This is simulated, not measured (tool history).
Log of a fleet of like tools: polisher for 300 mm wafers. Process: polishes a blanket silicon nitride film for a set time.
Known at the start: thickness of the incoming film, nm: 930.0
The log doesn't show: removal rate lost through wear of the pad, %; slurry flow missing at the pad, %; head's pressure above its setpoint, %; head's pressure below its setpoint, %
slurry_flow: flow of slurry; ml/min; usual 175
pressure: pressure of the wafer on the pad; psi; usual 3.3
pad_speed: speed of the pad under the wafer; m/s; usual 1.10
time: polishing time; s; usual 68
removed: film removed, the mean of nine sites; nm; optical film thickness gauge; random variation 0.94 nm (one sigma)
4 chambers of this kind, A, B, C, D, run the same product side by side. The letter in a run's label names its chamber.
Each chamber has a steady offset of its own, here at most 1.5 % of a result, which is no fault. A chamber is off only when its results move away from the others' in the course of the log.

run,day,slurry_flow,pressure,pad_speed,time,wafers polished on this pad,hours since the slurry nozzle was cleaned,hours since the head pressure was calibrated,removed
1B,0.275,175,3.3,1.10,68,682,258.8,384.1,135.820
2C,0.579,175,3.3,1.10,68,533,41.1,662.2,135.290
# day 0.750: chamber A: worn pad replaced by a new one
3D,1.162,175,3.3,1.10,68,749,341.1,230.5,134.090
4A,1.525,175,3.3,1.10,68,198,316.0,46.1,135.120
5B,1.975,175,3.3,1.10,68,1115,299.6,424.9,133.800
# day 2.167: chamber B: worn pad replaced by a new one
6D,2.429,175,3.3,1.10,68,1072,371.5,260.9,135.210
# day 2.500: chamber C: worn pad replaced by a new one
7A,2.954,175,3.3,1.10,68,562,350.3,80.4,134.810
# day 3.154: chamber A: worn pad replaced by a new one
8C,3.446,175,3.3,1.10,68,241,109.9,731.0,136.630
# day 3.450: chamber C: head pressure recalibrated
9A,3.746,175,3.3,1.10,68,151,369.3,99.4,134.950
10D,4.017,175,3.3,1.10,68,1477,409.6,299.0,133.710
11B,4.354,175,3.3,1.10,68,558,356.7,482.0,134.520
# day 4.667: chamber A: slurry nozzle cleaned
12C,4.717,175,3.3,1.10,68,565,140.4,30.4,136.350
13C,5.096,175,3.3,1.10,68,662,149.5,39.5,135.340
14A,5.588,175,3.3,1.10,68,621,22.1,143.6,135.810
# day 5.667: chamber C: worn pad replaced by a new one
# day 5.883: chamber A: worn pad replaced by a new one
15D,5.979,175,3.3,1.10,68,1977,456.7,346.1,132.660
# day 6.175: chamber B: worn pad replaced by a new one
# day 6.300: chamber D: slurry nozzle cleaned
16B,6.475,175,3.3,1.10,68,77,407.6,532.9,134.930
17B,7.038,175,3.3,1.10,68,220,421.1,546.4,134.040
18D,7.371,175,3.3,1.10,68,2332,25.7,379.5,133.580
19A,7.779,175,3.3,1.10,68,484,74.7,196.2,134.500
20C,8.183,175,3.3,1.10,68,642,223.6,113.6,138.090
# day 8.533: chamber A: worn pad replaced by a new one
21A,8.692,175,3.3,1.10,68,41,96.6,218.1,135.860
22C,9.158,175,3.3,1.10,68,890,247.0,137.0,138.430
# day 9.721: chamber C: worn pad replaced by a new one
23B,9.754,175,3.3,0.84,68,913,486.3,611.6,108.330
24D,10.100,175,3.3,0.84,68,3028,91.2,445.0,106.570
# day 10.125: chamber B: worn pad replaced by a new one
25B,10.362,175,3.3,0.84,68,61,500.9,626.2,107.760
26C,10.896,175,3.3,0.84,68,299,288.7,178.7,109.200
# day 11.025: chamber D: head pressure recalibrated
27D,11.292,175,3.3,1.10,68,3332,119.8,6.5,130.890
# day 11.617: chamber A: worn pad replaced by a new one
28A,11.762,175,3.3,1.10,68,37,170.3,291.8,135.490
29B,12.308,130,2.5,1.10,68,557,547.6,672.9,95.731
30D,12.667,130,2.5,1.10,68,3683,152.8,39.5,93.039
31C,12.992,130,2.5,1.10,68,834,339.0,229.0,97.564
32A,13.421,130,2.5,1.10,68,460,210.1,331.6,98.742

Is one chamber off against the others, does the gauge drift, or is nothing wrong? If a chamber is off, say which, and what the likeliest cause is.

Chamber D drifts away from the others.
Cause: removal rate lost through wear of the pad, % = 4.79.

Here are 4 candidates for chamber D's next run, each the usual settings with a change, their results left as question marks. Which one brings its results back in line with what the others give on the usual settings?
In line means no further than this from the other chambers' mean on the usual settings: removed 3.300 nm
33D-1,13.850,175,3.3,1.02,68,,,,?
33D-2,13.850,175,3.3,1.10,60,,,,?
33D-3,13.850,175,3.6,1.16,68,,,,?
33D-4,13.850,260,3.3,1.10,68,,,,?

The other chambers' mean on the usual settings: removed 135.690 nm
run,removed
33D-1,120.200
33D-2,112.560
33D-3,145.040
33D-4,133.940
33D-4 brings the chamber back in line.
